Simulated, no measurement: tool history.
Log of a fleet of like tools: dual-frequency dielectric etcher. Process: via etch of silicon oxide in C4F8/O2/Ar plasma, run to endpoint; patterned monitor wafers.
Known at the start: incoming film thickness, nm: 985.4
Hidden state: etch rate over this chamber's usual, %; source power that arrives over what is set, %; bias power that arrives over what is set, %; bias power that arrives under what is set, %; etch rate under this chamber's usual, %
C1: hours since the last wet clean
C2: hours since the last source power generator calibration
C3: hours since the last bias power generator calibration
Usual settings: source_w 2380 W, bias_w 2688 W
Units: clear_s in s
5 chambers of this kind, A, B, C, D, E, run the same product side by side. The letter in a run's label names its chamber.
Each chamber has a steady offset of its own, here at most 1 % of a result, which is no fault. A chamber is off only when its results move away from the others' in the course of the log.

Run 1E, hour 7.7: usual settings; C1 345.2; C2 3600.7; C3 2657.9. Result: clear_s 162.91 s.
Run 2A, hour 17.5: usual settings; C1 449; C2 1864.8; C3 990.2. Result: clear_s 164.67 s.
Run 3C, hour 29.3: usual settings; C1 151.2; C2 2683.4; C3 1824.2. Result: clear_s 167.51 s.
Run 4B, hour 38: usual settings; C1 487.8; C2 4406.5; C3 2256.8. Result: clear_s 167.59 s.
At hour 38.5: chamber A: wet clean of the chamber.
Run 5D, hour 49.8: usual settings; C1 238.9; C2 1485.6; C3 212.1. Result: clear_s 165.25 s.
Run 6B, hour 59.7: usual settings; C1 509.5; C2 4428.2; C3 2278.5. Result: clear_s 165.87 s.
Run 7C, hour 71.2: usual settings; C1 193.1; C2 2725.3; C3 1866.1. Result: clear_s 164.98 s.
Run 8A, hour 80.5: usual settings; C1 42; C2 1927.8; C3 1053.2. Result: clear_s 165.4 s.
Run 9E, hour 91.7: usual settings; C1 429.2; C2 3684.7; C3 2741.9. Result: clear_s 164 s.
Run 10D, hour 101.1: usual settings; C1 290.2; C2 1536.9; C3 263.4. Result: clear_s 165.45 s.
Run 11B, hour 108.4: usual settings; C1 558.2; C2 4476.9; C3 2327.2. Result: clear_s 168.2 s.
Run 12A, hour 117.8: usual settings but source_w 2950 W, bias_w 2329 W; C1 79.3; C2 1965.1; C3 1090.5. Result: clear_s 160.37 s.
Run 13E, hour 127.2: usual settings but source_w 2950 W, bias_w 2329 W; C1 464.7; C2 3720.2; C3 2777.4. Result: clear_s 157.9 s.
At hour 128.9: chamber B: wet clean of the chamber.
At hour 131.7: chamber E: wet clean of the chamber.
Run 14D, hour 134.1: usual settings but source_w 2950 W, bias_w 2329 W; C1 323.2; C2 1569.9; C3 296.4. Result: clear_s 160.73 s.
Run 15C, hour 140.9: usual settings but source_w 2950 W, bias_w 2329 W; C1 262.8; C2 2795; C3 1935.8. Result: clear_s 160.3 s.
Run 16C, hour 150.9: usual settings but source_w 2950 W, bias_w 2329 W; C1 272.8; C2 2805; C3 1945.8. Result: clear_s 157.87 s.
Run 17A, hour 158.4: usual settings; C1 119.9; C2 2005.7; C3 1131.1. Result: clear_s 165.21 s.
Run 18B, hour 169.7: usual settings; C1 40.8; C2 4538.2; C3 2388.5. Result: clear_s 166.02 s.
Run 19D, hour 177: usual settings; C1 366.1; C2 1612.8; C3 339.3. Result: clear_s 171.06 s.
Run 20E, hour 188.5: usual settings but source_w 2030 W; C1 56.8; C2 3781.5; C3 2838.7. Result: clear_s 172.32 s.
Run 21D, hour 193.9: usual settings but source_w 2030 W; C1 383; C2 1629.7; C3 356.2. Result: clear_s 180.91 s.
Run 22A, hour 202: usual settings but source_w 2030 W; C1 163.5; C2 2049.3; C3 1174.7. Result: clear_s 179.2 s.
Run 23B, hour 213.3: usual settings but source_w 2030 W; C1 84.4; C2 4581.8; C3 2432.1. Result: clear_s 177.05 s.
Run 24E, hour 221.7: usual settings but source_w 2030 W; C1 90; C2 3814.7; C3 2871.9. Result: clear_s 174.82 s.
Run 25C, hour 232.2: usual settings; C1 354.1; C2 2886.3; C3 2027.1. Result: clear_s 166.52 s.
Run 26A, hour 243.6: usual settings; C1 205.1; C2 2090.9; C3 1216.3. Result: clear_s 167.99 s.
Run 27E, hour 252.7: usual settings but source_w 2930 W; C1 121; C2 3845.7; C3 2902.9. Result: clear_s 149.01 s.
Run 28D, hour 259.8: usual settings but source_w 2930 W; C1 448.9; C2 1695.6; C3 422.1. Result: clear_s 162.36 s.
Run 29B, hour 270.6: usual settings but source_w 2930 W; C1 141.7; C2 4639.1; C3 2489.4. Result: clear_s 154.19 s.
Run 30C, hour 281.9: usual settings but source_w 2930 W; C1 403.8; C2 2936; C3 2076.8. Result: clear_s 152.38 s.
Run 31E, hour 287.1: usual settings but source_w 2930 W; C1 155.4; C2 3880.1; C3 2937.3. Result: clear_s 150.35 s.
Run 32D, hour 296.4: usual settings; C1 485.5; C2 1732.2; C3 458.7. Result: clear_s 175.84 s.

Is one chamber off against the others, does the gauge drift, or is nothing wrong? If a chamber is off, say which, and what the likeliest cause is.

Chamber D drifts away from the others.
Cause: etch rate under this chamber's usual, % = 5.04.

Here are 4 candidates for chamber D's next run, each the usual settings with a change, their results left as question marks. Which one brings its results back in line with what the others give on the usual settings?
In line means no further than this from the other chambers' mean on the usual settings: clear_s 4.1 s
Run 33D-1, hour 304.9: usual settings but source_w 2430 W, bias_w 2729 W. Result: clear_s ?.
Run 33D-2, hour 304.9: usual settings but source_w 2330 W, bias_w 2647 W. Result: clear_s ?.
Run 33D-3, hour 304.9: usual settings but bias_w 2173 W. Result: clear_s ?.
Run 33D-4, hour 304.9: usual settings but bias_w 3203 W. Result: clear_s ?.

The other chambers' mean on the usual settings: clear_s 165.72 s
  run  clear_s
33D-1   172.89
33D-2   177.34
33D-3    186.2
33D-4   166.05
33D-4 brings the chamber back in line.

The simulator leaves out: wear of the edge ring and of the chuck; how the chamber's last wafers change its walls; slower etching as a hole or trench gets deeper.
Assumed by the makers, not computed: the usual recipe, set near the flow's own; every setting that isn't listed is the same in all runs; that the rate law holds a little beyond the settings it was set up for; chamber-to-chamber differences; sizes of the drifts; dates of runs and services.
